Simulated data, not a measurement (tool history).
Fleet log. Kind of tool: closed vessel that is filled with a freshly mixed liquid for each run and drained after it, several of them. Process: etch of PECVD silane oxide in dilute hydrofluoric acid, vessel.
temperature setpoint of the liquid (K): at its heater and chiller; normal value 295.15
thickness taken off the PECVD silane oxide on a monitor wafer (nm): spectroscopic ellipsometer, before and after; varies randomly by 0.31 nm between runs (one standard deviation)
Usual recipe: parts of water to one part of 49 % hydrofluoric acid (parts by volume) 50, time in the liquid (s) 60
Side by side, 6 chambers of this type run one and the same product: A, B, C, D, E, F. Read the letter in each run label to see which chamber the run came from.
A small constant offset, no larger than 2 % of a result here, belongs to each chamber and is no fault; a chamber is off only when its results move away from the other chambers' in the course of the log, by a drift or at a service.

| run | hour | temperature setpoint of the liquid (K) | parts of water to one part of 49 % hydrofluoric acid (parts by volume) | time in the liquid (s) | read-back film thickness of the PECVD silane oxide reference wafer, read on the same gauge (nm) | thickness taken off the PECVD silane oxide on a monitor wafer (nm) |
|---|---|---|---|---|---|---|
| 1D | 4.4 | 295.15 | 50 | 60 | 140.00 | 40.953 |
| 2E | 7.3 | 295.15 | 50 | 60 | 139.99 | 41.456 |
| 3A | 11.7 | 295.15 | 50 | 60 | 140.00 | 41.965 |
| 4F | 16.4 | 295.15 | 50 | 60 | 139.98 | 41.381 |
| 5C | 19.7 | 295.15 | 50 | 60 | 140.01 | 40.793 |
| 6B | 23.0 | 293.15 | 50 | 60 | 140.03 | 38.003 |
| 7E | 26.4 | 293.15 | 50 | 60 | 140.05 | 38.643 |
| 8D | 31.0 | 293.15 | 50 | 60 | 139.98 | 38.005 |
| 9B | 35.1 | 293.15 | 50 | 60 | 139.97 | 38.271 |
| 10A | 38.8 | 293.15 | 50 | 60 | 139.99 | 38.520 |
|  | 43.0 | chamber B: hydrofluoric acid flow meter replaced |
| 11C | 44.5 | 293.15 | 50 | 60 | 140.01 | 37.938 |
| 12F | 47.3 | 295.15 | 50 | 60 | 139.99 | 41.347 |
| 13A | 50.5 | 295.15 | 35 | 60 | 140.01 | 61.628 |
| 14E | 54.0 | 295.15 | 35 | 60 | 139.99 | 60.376 |
| 15C | 59.0 | 295.15 | 35 | 60 | 139.97 | 60.108 |
| 16B | 64.5 | 295.15 | 35 | 60 | 140.00 | 60.469 |
| 17F | 69.5 | 295.15 | 35 | 60 | 139.99 | 60.250 |
| 18D | 73.2 | 295.15 | 35 | 60 | 139.99 | 59.435 |
| 19B | 78.9 | 295.15 | 50 | 60 | 140.02 | 41.040 |
| 20C | 82.3 | 295.15 | 40 | 75 | 139.98 | 64.905 |
| 21A | 87.9 | 295.15 | 40 | 75 | 139.97 | 66.965 |
| 22F | 92.8 | 295.15 | 40 | 75 | 140.04 | 65.844 |
| 23E | 95.4 | 295.15 | 40 | 75 | 140.02 | 63.845 |
| 24D | 99.5 | 295.15 | 40 | 75 | 139.97 | 64.742 |
| 25F | 102.6 | 295.15 | 40 | 75 | 139.98 | 65.592 |
| 26B | 107.7 | 295.15 | 50 | 60 | 140.02 | 41.085 |
| 27D | 111.3 | 295.15 | 40 | 75 | 140.01 | 65.226 |
| 28E | 115.0 | 295.15 | 40 | 75 | 140.00 | 63.076 |
| 29C | 117.4 | 295.15 | 40 | 75 | 140.01 | 65.173 |
| 30A | 120.0 | 295.15 | 40 | 75 | 140.01 | 66.786 |
| 31E | 123.9 | 295.15 | 40 | 75 | 140.01 | 62.672 |
| 32B | 129.3 | 295.15 | 40 | 75 | 140.02 | 64.994 |
| 33C | 134.6 | 295.15 | 50 | 60 | 140.02 | 41.450 |
| 34F | 139.6 | 295.15 | 50 | 60 | 140.03 | 41.550 |
| 35A | 144.5 | 295.15 | 50 | 60 | 139.99 | 41.791 |
| 36D | 150.2 | 295.15 | 50 | 60 | 139.99 | 40.560 |
| 37D | 152.9 | 295.15 | 50 | 60 | 140.01 | 41.034 |
| 38E | 155.8 | 295.15 | 50 | 60 | 140.00 | 38.289 |
| 39A | 160.6 | 299.15 | 50 | 60 | 140.01 | 49.457 |
| 40C | 163.8 | 299.15 | 50 | 60 | 139.99 | 48.143 |
| 41B | 167.1 | 299.15 | 50 | 60 | 139.98 | 48.724 |

All 6 chambers run these settings next. Forecast each chamber's results:
| 42A | 171.2 | 295.15 | 50 | 40 |  | ? |
| 42B | 171.2 | 295.15 | 50 | 40 |  | ? |
| 42C | 171.2 | 295.15 | 50 | 40 |  | ? |
| 42D | 171.2 | 295.15 | 50 | 40 |  | ? |
| 42E | 171.2 | 295.15 | 50 | 40 |  | ? |
| 42F | 171.2 | 295.15 | 50 | 40 |  | ? |

| run | thickness taken off the PECVD silane oxide on a monitor wafer (nm) |
|---|---|
| 42A | 27.863 |
| 42B | 27.052 |
| 42C | 27.109 |
| 42D | 27.118 |
| 42E | 25.474 |
| 42F | 27.397 |
